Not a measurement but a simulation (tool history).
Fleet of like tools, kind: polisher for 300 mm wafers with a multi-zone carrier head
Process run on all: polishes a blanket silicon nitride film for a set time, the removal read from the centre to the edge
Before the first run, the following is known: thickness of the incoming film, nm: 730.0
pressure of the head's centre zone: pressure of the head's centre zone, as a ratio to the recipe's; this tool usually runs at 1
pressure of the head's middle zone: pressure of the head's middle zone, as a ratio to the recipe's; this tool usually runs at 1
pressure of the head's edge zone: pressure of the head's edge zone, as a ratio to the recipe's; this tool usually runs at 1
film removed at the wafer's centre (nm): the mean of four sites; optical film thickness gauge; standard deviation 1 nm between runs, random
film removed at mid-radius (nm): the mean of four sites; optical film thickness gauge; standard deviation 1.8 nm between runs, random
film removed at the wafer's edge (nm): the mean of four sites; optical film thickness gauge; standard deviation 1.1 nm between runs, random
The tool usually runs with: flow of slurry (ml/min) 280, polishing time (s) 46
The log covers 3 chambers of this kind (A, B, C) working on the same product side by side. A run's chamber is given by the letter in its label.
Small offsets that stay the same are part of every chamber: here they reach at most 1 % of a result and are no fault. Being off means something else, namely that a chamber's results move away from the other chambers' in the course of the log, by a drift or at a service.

run	day	flow of slurry (ml/min)	pressure of the head's centre zone	pressure of the head's middle zone	pressure of the head's edge zone	polishing time (s)	wafers polished on this pad	hours since the slurry nozzle was cleaned	hours since the centre zone pressure was calibrated	hours since the edge zone pressure was calibrated	film removed at the wafer's centre (nm)	film removed at mid-radius (nm)	film removed at the wafer's edge (nm)
1B	0.196	280	1	1	1	46	831	185.1	419	315.5	121.23	122.58	120.2
2A	0.342	280	1	1	1	46	348	54.1	444.4	666.6	121.13	121.34	121.02
# day 0.421: chamber B: worn pad replaced by a new one
3C	0.508	280	1	1	1	46	358	508.8	85.1	34.7	120.06	119.99	121.03
4B	0.617	280	1	1	1	46	45	195.2	429.1	325.6	120.2	121.68	122.34
5C	0.796	280	1	1	1	46	425	515.7	92	41.6	119.27	122.02	119.65
6A	1	200	1.05	1	1	46	500	69.9	460.2	682.4	121.32	116.69	116.64
# day 1.079: chamber C: slurry nozzle cleaned
7C	1.2	200	1.05	1	1	46	518	3	101.7	51.3	121.88	115.77	115.35
8A	1.308	200	1.05	1	1	46	572	77.3	467.6	689.8	122.24	117.69	116.15
# day 1.371: chamber A: worn pad replaced by a new one
9B	1.425	280	1	1	1	46	232	214.6	448.5	345	121.03	119.91	119.48
10C	1.646	280	1	1	1	46	621	13.7	112.4	62	118.31	119.66	119.12
11A	1.812	280	1	1	1	46	102	89.4	479.7	701.9	121.45	119.48	121.91
12B	2.017	280	1	1	1	53	369	228.8	462.7	359.2	139.18	139.41	139.07
13C	2.154	280	1	1	1	53	739	25.9	124.6	74.2	139.39	137.72	136.06
14B	2.262	280	1	1	1	53	425	234.7	468.6	365.1	139.02	135.53	140.23
15A	2.404	280	1	1	1	46	239	103.6	493.9	716.1	121.6	119.88	121.06
16A	2.629	280	1	1	1	46	291	109	499.3	721.5	121.27	121.18	120.48
17B	2.775	280	1	1	1	46	544	247	480.9	377.4	122.25	120.42	120.16
18C	2.996	280	1	1	1	46	933	46.1	144.8	94.4	121.53	118.04	121.63
# day 3: chamber C: worn pad replaced by a new one
19C	3.138	280	1	1	1	46	32	49.5	148.2	97.8	119.4	120.33	122.81
20B	3.312	280	0.89	1	1.05	46	668	259.9	493.8	390.3	107.55	119.71	124.67
21A	3.488	280	0.89	1	1.05	46	489	129.6	519.9	742.1	104.71	121.05	122.33
22C	3.679	280	0.89	1	1.05	46	157	62.5	161.2	110.8	106.68	119.78	122.98
23B	3.862	280	1	1	1	46	795	273.1	507	403.5	121.84	120.93	119.5
24A	4.017	280	1	1	1	46	612	142.3	532.6	754.8	121.25	120.78	121.89
# day 4.142: chamber A: worn pad replaced by a new one
25B	4.208	280	1	1	1	46	875	281.4	515.3	411.8	120.68	120.01	120.31
26C	4.329	325	1.09	1	1	46	307	78.1	176.8	126.4	134.02	117.67	120.31
# day 4.371: chamber B: worn pad replaced by a new one
27A	4.554	325	1.09	1	1	46	95	155.2	545.5	767.7	135.32	121.05	122.63
28A	4.762	325	1.09	1	1	46	143	160.2	550.5	772.7	135.15	124.76	121.45
29C	4.983	335	0.94	1	1	46	458	93.8	192.5	142.1	113.49	121.45	123.3
30B	5.192	335	0.94	1	1	46	190	305	538.9	435.4	115.49	122.11	120.56
31A	5.325	335	0.94	1	1	46	273	173.7	564	786.2	114.28	122.48	122.08
32C	5.504	280	1	1	1	46	579	106.3	205	154.6	118.48	117.34	118.76
33B	5.658	280	1	1	1	46	298	316.2	550.1	446.6	120.75	122.7	120.48
34A	5.812	280	1	1	1	46	386	185.4	575.7	797.9	122.94	118.73	121.63
35B	5.988	280	1	1	1	46	374	324.1	558	454.5	121.62	122.2	120.85
36C	6.108	280	1	1	1	46	718	120.8	219.5	169.1	121.69	119.27	120.01
37A	6.296	280	1	1	1	46	498	197	587.3	809.5	119.79	120.52	122.16
38B	6.492	280	1	1	1	46	490	336.2	570.1	466.6	123.35	121.09	120.34
# day 6.542: chamber A: worn pad replaced by a new one
39C	6.612	280	1	1	1	46	835	132.9	231.6	181.2	118.61	121.35	119.55
40B	6.821	280	1	1	1	46	566	344.1	578	474.5	121.37	123.71	121.12
# day 6.954: chamber C: worn pad replaced by a new one
41A	7.05	280	1	1	1	46	118	215.1	605.4	827.6	122.15	119.17	121.65
42C	7.208	280	1	1	1	46	59	147.2	245.9	195.5	120.8	120.61	121.12
43A	7.383	280	1	1	1	59	195	223.1	613.4	835.6	155.21	155.99	154.6

Predict what each chamber gives when all 3 of them run the settings below next.
44A	7.55	280	1	1	1.04	46					?	?	?
44B	7.55	280	1	1	1.04	46					?	?	?
44C	7.55	280	1	1	1.04	46					?	?	?

run	film removed at the wafer's centre (nm)	film removed at mid-radius (nm)	film removed at the wafer's edge (nm)
44A	119.88	118.28	121.76
44B	119.59	121.9	122.75
44C	119.82	119.9	123.9

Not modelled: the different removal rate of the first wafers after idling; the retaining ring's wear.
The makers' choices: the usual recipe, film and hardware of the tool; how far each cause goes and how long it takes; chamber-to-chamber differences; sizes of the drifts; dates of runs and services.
